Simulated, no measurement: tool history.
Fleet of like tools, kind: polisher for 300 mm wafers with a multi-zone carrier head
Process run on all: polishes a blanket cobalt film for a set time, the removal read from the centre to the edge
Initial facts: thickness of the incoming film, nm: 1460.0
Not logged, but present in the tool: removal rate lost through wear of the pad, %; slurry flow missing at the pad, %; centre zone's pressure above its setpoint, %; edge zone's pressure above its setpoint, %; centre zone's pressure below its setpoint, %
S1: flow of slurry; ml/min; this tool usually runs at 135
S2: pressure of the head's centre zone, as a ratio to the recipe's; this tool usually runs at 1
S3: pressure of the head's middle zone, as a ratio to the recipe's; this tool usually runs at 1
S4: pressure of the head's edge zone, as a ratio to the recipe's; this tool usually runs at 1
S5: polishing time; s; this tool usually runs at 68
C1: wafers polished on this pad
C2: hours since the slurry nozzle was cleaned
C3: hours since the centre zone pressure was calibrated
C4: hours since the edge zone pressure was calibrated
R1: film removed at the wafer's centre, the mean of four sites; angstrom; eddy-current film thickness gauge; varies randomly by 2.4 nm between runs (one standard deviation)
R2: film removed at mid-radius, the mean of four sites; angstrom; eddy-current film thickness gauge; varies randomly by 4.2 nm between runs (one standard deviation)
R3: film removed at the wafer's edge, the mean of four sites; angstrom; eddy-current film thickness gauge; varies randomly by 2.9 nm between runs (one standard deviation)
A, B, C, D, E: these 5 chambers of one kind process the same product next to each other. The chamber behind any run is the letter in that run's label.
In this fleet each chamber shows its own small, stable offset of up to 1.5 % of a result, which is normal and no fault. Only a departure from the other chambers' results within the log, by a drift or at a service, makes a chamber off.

run,hour,S1,S2,S3,S4,S5,C1,C2,C3,C4,R1,R2,R3
1C,3.8,135,1,1,1,68,324,513.3,461,60.9,3059.7,2986,3106.8
2A,6.9,135,1,1,1,68,1321,215.8,994.1,22.7,3117.9,3107.7,3147.6
# hour 7.5: chamber A: worn pad replaced by a new one
3D,8.8,135,1,1,1,68,1105,431.5,72.9,277.7,3107.3,3096.6,3074.5
4E,11.7,135,1,1,1,68,455,352.1,668.6,794.4,3125.8,3199.1,3068.3
5B,15.1,135,1,1,1,68,598,261.4,589.3,96.6,3170.5,3093,3058.8
6E,18.9,135,1,1,1,68,558,359.3,675.8,801.6,3105.8,3104.3,3091.4
7A,22.5,135,1,1,1,68,214,231.4,1009.7,38.3,3147.4,3116.4,3089.5
# hour 24.5: chamber B: worn pad replaced by a new one
8C,26.7,135,1,1,1,68,651,536.2,483.9,83.8,3134,3147.5,3095
9D,29.3,135,1,1,1,68,1398,452,93.4,298.2,3088.8,3134.8,3095.5
10B,33.6,135,1,1,1,68,130,279.9,607.8,115.1,3157.1,3094.7,3078.4
# hour 36.6: chamber C: worn pad replaced by a new one
11B,37.2,135,1,1,1,68,181,283.5,611.4,118.7,3140.4,3018.9,3067.7
12E,40.8,135,1,1,1,68,871,381.2,697.7,823.5,3080.1,3106.2,3023.3
# hour 42.9: chamber E: worn pad replaced by a new one
13A,42.9,135,1,1,1,68,506,251.8,1030.1,58.7,3147.5,3085.5,3156.4
14D,46.6,135,1,1,1,68,1645,469.3,110.7,315.5,3041.5,3096.7,3058.6
# hour 47.8: chamber D: worn pad replaced by a new one
15C,48.5,135,1,1,1,68,171,558,505.7,105.6,3129.7,3057.3,3123.7
16C,52.4,160,1,1,1,68,226,561.9,509.6,109.5,3246.7,3167.7,3130.6
# hour 54.9: chamber D: slurry nozzle cleaned
17B,56.1,160,1,1,1,68,451,302.4,630.3,137.6,3284,3192.8,3181.3
18E,60.1,160,1,1,1,68,245,400.5,717,842.8,3207.7,3256.4,3189.5
19A,62.8,160,1,1,1,68,790,271.7,1050,78.6,3275.7,3142,3213.2
20D,66.6,160,1,1,1,68,269,11.7,130.7,335.5,3216.4,3189.7,3169.3
21A,68.9,135,1,1,1,68,877,277.8,1056.1,84.7,3180.5,3084.3,3137.7
22C,71.4,135,1,1,1,68,498,580.9,528.6,128.5,3129.9,3028.6,3120.9
# hour 73.5: chamber D: edge zone pressure recalibrated
23B,75.7,135,1,1,1,68,731,322,649.9,157.2,3091.8,3140.9,3128.2
# hour 77.7: chamber B: worn pad replaced by a new one
24E,78.2,135,1,1,1,68,504,418.6,735.1,860.9,3074.9,3050,3081.6
25D,80.9,135,1,1,1,68,473,26,145,7.5,3092.6,3198.9,3139.7
26B,85.2,135,1,1,1,68,107,331.5,659.4,166.7,3149.7,3031.9,3061.3
# hour 85.3: chamber B: slurry nozzle cleaned
# hour 86.9: chamber C: worn pad replaced by a new one
27D,88.7,135,1,1,1,68,585,33.8,152.8,15.3,3123.2,3104.9,3110.8
28E,91.4,135,1,1,1,68,693,431.8,748.3,874.1,3102.5,3055.9,3069.1
29A,94.2,135,1,1.06,1,68,1239,303.1,1081.4,110,3112.4,3144.7,3096.2
30C,96.9,135,1,1.06,1,68,143,606.4,554.1,154,3236,3240.4,3190.5
31C,99.9,135,1,1.06,1,68,186,609.4,557.1,157,3243,3284.9,3162.3
32D,102.2,135,1,1.06,1,68,778,47.3,166.3,28.8,3118.2,3205,3077.9
# hour 103.6: chamber A: worn pad replaced by a new one
33E,104.9,135,1,1.06,1,68,886,445.3,761.8,887.6,3076.7,3284.1,3085.6
34A,107.1,135,1,1,1,68,50,316,1094.3,122.9,3117.7,3061,3089.5
35B,110.6,135,1,1,1,68,470,25.4,684.8,192.1,3156,3086.8,3021.3
36B,112.8,135,1,1,1,68,502,27.6,687,194.3,3138.2,3162.4,3041.9
# hour 114.2: chamber E: worn pad replaced by a new one
37A,116,135,1,1,1,68,177,324.9,1103.2,131.8,3138.2,3102.6,3112.9
38E,120,135,1,1,1,68,84,460.4,776.9,902.7,3074.5,3188.7,3049.9
39C,122.7,135,1.11,1,1,68,512,632.2,579.9,179.8,3615.1,3089.2,3128.8
40D,125.2,135,1.11,1,1,68,1107,70.3,189.3,51.8,3467.1,3123.6,3107.4
41D,129.6,135,1.11,1,1,68,1169,74.7,193.7,56.2,3495.5,3100.6,3082
42C,131.6,135,1.11,1,1,68,639,641.1,588.8,188.7,3687.2,3038.7,3156
43B,134.5,135,1.11,1,1,68,812,49.3,708.7,216,3523.8,3139.6,3067.9

All chambers now run identical settings, listed one chamber a line with results as question marks. What results will each chamber show?
44A,137.6,135,1,1,1,68,,,,,?,?,?
44B,137.6,135,1,1,1,68,,,,,?,?,?
44C,137.6,135,1,1,1,68,,,,,?,?,?
44D,137.6,135,1,1,1,68,,,,,?,?,?
44E,137.6,135,1,1,1,68,,,,,?,?,?

run,R1,R2,R3
44A,3126.6,3114.2,3085.5
44B,3127.1,3072.5,3065.8
44C,3326.1,3078.5,3126.3
44D,3100.4,3110,3071.5
44E,3092.5,3163.8,3079.8
